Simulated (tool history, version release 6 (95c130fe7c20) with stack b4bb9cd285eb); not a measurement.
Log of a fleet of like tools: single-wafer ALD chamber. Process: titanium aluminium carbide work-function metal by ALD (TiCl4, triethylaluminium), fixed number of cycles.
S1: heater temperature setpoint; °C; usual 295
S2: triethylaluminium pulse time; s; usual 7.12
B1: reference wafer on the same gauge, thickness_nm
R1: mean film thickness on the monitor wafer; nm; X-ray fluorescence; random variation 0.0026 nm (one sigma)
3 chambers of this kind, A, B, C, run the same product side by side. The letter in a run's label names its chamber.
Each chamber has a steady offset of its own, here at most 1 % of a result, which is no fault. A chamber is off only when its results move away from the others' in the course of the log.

{"run": "1C", "hour": 5.3, "S1": 295, "S2": 7.12, "B1": 1.6012, "R1": 1.8324}
{"run": "2B", "hour": 8.9, "S1": 295, "S2": 7.12, "B1": 1.6004, "R1": 1.8296}
{"run": "3A", "hour": 12.7, "S1": 295, "S2": 7.12, "B1": 1.6009, "R1": 1.8402}
{"run": "4C", "hour": 17.2, "S1": 295, "S2": 7.12, "B1": 1.6009, "R1": 1.8304}
{"run": "5B", "hour": 20.9, "S1": 295, "S2": 7.12, "B1": 1.6013, "R1": 1.8278}
{"run": "6A", "hour": 24.8, "S1": 295, "S2": 6.13, "B1": 1.6015, "R1": 1.7717}
{"run": "7C", "hour": 31.0, "S1": 295, "S2": 6.13, "B1": 1.6023, "R1": 1.763}
{"run": "8B", "hour": 34.6, "S1": 295, "S2": 6.13, "B1": 1.6019, "R1": 1.7662}
{"run": "9A", "hour": 37.8, "S1": 295, "S2": 7.12, "B1": 1.6016, "R1": 1.8502}
{"run": "10A", "hour": 44.1, "S1": 295, "S2": 7.12, "B1": 1.6021, "R1": 1.846}
{"run": "11B", "hour": 48.7, "S1": 295, "S2": 7.12, "B1": 1.6025, "R1": 1.8351}
{"run": "12C", "hour": 55.0, "S1": 295, "S2": 7.12, "B1": 1.6036, "R1": 1.8338}
{"run": "13B", "hour": 58.6, "S1": 288, "S2": 4.63, "B1": 1.6037, "R1": 1.5594}
{"run": "14A", "hour": 65.7, "S1": 288, "S2": 4.63, "B1": 1.6035, "R1": 1.5592}
{"run": "15C", "hour": 72.3, "S1": 288, "S2": 4.63, "B1": 1.6038, "R1": 1.5483}
{"run": "16C", "hour": 77.2, "S1": 295, "S2": 7.12, "B1": 1.6044, "R1": 1.8307}
{"run": "17A", "hour": 84.3, "S1": 295, "S2": 8.5, "B1": 1.6043, "R1": 1.9159}
{"run": "18B", "hour": 88.4, "S1": 295, "S2": 8.5, "B1": 1.6046, "R1": 1.9048}
{"run": "19B", "hour": 94.9, "S1": 295, "S2": 8.5, "B1": 1.6055, "R1": 1.9024}
{"run": "20A", "hour": 102.0, "S1": 295, "S2": 7.12, "B1": 1.606, "R1": 1.8443}
{"run": "21C", "hour": 106.9, "S1": 287, "S2": 9.61, "B1": 1.6065, "R1": 1.8727}
{"run": "22C", "hour": 111.9, "S1": 287, "S2": 9.61, "B1": 1.6062, "R1": 1.8658}
{"run": "23B", "hour": 117.3, "S1": 287, "S2": 9.61, "B1": 1.6069, "R1": 1.8645}
{"run": "24A", "hour": 120.6, "S1": 295, "S2": 7.12, "B1": 1.6071, "R1": 1.8475}
{"run": "25A", "hour": 126.8, "S1": 295, "S2": 7.12, "B1": 1.6074, "R1": 1.8467}
{"run": "26C", "hour": 133.1, "S1": 295, "S2": 7.12, "B1": 1.6078, "R1": 1.8389}
{"run": "27B", "hour": 137.2, "S1": 295, "S2": 7.12, "B1": 1.6077, "R1": 1.8433}
{"run": "28C", "hour": 143.4, "S1": 295, "S2": 5.01, "B1": 1.6078, "R1": 1.6527}
{"run": "29B", "hour": 148.2, "S1": 295, "S2": 5.01, "B1": 1.6082, "R1": 1.6646}
{"run": "30A", "hour": 152.2, "S1": 295, "S2": 5.01, "B1": 1.6087, "R1": 1.6615}
{"run": "31A", "hour": 156.7, "S1": 295, "S2": 7.12, "B1": 1.6081, "R1": 1.8579}
{"run": "32C", "hour": 162.6, "S1": 295, "S2": 7.12, "B1": 1.6088, "R1": 1.8397}

Next, every chamber runs the same settings. What will each give?
{"run": "33A", "hour": 167.8, "S1": 295, "S2": 7.12, "R1": "?"}
{"run": "33B", "hour": 167.8, "S1": 295, "S2": 7.12, "R1": "?"}
{"run": "33C", "hour": 167.8, "S1": 295, "S2": 7.12, "R1": "?"}

run=33A R1=1.8541
run=33B R1=1.8415
run=33C R1=1.8428
